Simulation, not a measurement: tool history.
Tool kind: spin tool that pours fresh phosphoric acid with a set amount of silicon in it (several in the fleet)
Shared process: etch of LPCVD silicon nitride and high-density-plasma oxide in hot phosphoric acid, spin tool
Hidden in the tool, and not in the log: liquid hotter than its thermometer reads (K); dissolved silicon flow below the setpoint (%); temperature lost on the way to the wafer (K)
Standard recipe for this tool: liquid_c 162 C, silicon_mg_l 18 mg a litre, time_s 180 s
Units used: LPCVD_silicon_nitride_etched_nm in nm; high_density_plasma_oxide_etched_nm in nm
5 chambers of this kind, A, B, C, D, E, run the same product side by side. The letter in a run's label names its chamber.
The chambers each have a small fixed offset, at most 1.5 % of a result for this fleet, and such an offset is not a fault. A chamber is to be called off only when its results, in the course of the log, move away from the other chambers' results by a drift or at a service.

run	hour	liquid_c	silicon_mg_l	time_s	hours since the thermometer was replaced	hours since the dissolved silicon flow meter was replaced	hours since the heated supply line was repaired	read-back film thickness of the LPCVD silicon nitride reference wafer, read on the same gauge (nm)	read-back film thickness of the high-density-plasma oxide reference wafer, read on the same gauge (nm)	LPCVD_silicon_nitride_etched_nm	high_density_plasma_oxide_etched_nm
1E	15.6	162	18	180	1075.3	1078.4	94.6	140	110.01	16.443	0.34742
2A	26.6	162	18	180	31.6	1530.3	349.6	140	110.01	16.225	0.26684
# hour 35.7: chamber A: dissolved silicon flow meter replaced
3B	39.6	162	18	180	740.9	293.9	3612.6	139.99	109.99	16.129	0.31557
4D	51.3	162	18	180	388.2	649.2	2181.1	140	110.02	15.977	0.33575
5C	63.2	160.5	8.5	180	373.1	427	543.2	139.98	110	15.584	0.43909
6C	72.5	160.5	8.5	180	382.4	436.3	552.5	140.01	110	15.382	0.32903
7E	85.7	160.5	8.5	180	1145.4	1148.5	164.7	140.01	110	15.524	0.3709
# hour 94.4: chamber B: heated supply line repaired
8B	95.4	160.5	8.5	180	796.7	349.7	1	139.99	109.99	15.463	0.35665
9D	106.6	160.5	8.5	180	443.5	704.5	2236.4	139.99	110	15.228	0.44159
10A	120.1	162	18	180	125.1	84.4	443.1	140.01	110.02	16.471	0.3611
11C	130	161	18	110	439.9	493.8	610	140	110	9.6349	0.20101
12A	140.6	161	18	110	145.6	104.9	463.6	140.02	109.99	9.6914	0.16613
13E	147.7	161	18	110	1207.4	1210.5	226.7	139.97	110.01	9.6071	0.17058
14B	157.5	161	18	110	858.8	411.8	63.1	139.99	110.01	9.515	0.24783
15D	169.9	161	18	110	506.8	767.8	2299.7	139.98	109.99	9.5093	0.18444
16E	183.5	162	18	180	1243.2	1246.3	262.5	140.02	110	16.173	0.35959
17C	199.2	162	18	180	509.1	563	679.2	140.03	110.04	16.015	0.29722
18B	210.8	162	18	180	912.1	465.1	116.4	140.02	110.03	16.128	0.43155
19A	223.5	159.5	18	180	228.5	187.8	546.5	140.01	109.98	14.796	0.30264
20D	236.7	159.5	18	180	573.6	834.6	2366.5	139.98	110	15.069	0.27176
21A	246.1	159.5	18	180	251.1	210.4	569.1	139.99	109.97	14.931	0.27053
22C	255.9	159.5	18	180	565.8	619.7	735.9	139.99	110	14.32	0.23588
23D	270.2	159.5	18	180	607.1	868.1	2400	140.03	110	14.93	0.23427
24B	277.2	162	18	180	978.5	531.5	182.8	140	110.03	16.125	0.36655
25E	287.8	162	18	180	1347.5	1350.6	366.8	140.03	110	16.085	0.34106
26B	298.7	161	30.5	180	1000	553	204.3	139.98	109.99	15.555	0.19898
27E	309.8	161	30.5	180	1369.5	1372.6	388.8	140	110.02	15.669	0.20883
28D	323.2	161	30.5	180	660.1	921.1	2453	139.99	110.02	15.688	0.19769
29A	334.9	161	30.5	180	339.9	299.2	657.9	140	110.02	15.648	0.20967
30C	342.1	161	30.5	180	652	705.9	822.1	139.99	109.97	14.698	0.1454
31C	352.6	162	18	180	662.5	716.4	832.6	139.99	110	15.334	0.22934
32E	366.1	162	18	180	1425.8	1428.9	445.1	140.01	109.97	16.342	0.34894
33A	377	162	18	180	382	341.3	700	139.98	109.99	16.256	0.32296

All chambers now run identical settings, listed one chamber a line with results as question marks. What results will each chamber show?
34A	388.3	162	18	180						?	?
34B	388.3	162	18	180						?	?
34C	388.3	162	18	180						?	?
34D	388.3	162	18	180						?	?
34E	388.3	162	18	180						?	?

run	LPCVD_silicon_nitride_etched_nm	high_density_plasma_oxide_etched_nm
34A	16.441	0.3326
34B	15.999	0.33975
34C	14.979	0.29588
34D	16.019	0.31493
34E	16.253	0.30945

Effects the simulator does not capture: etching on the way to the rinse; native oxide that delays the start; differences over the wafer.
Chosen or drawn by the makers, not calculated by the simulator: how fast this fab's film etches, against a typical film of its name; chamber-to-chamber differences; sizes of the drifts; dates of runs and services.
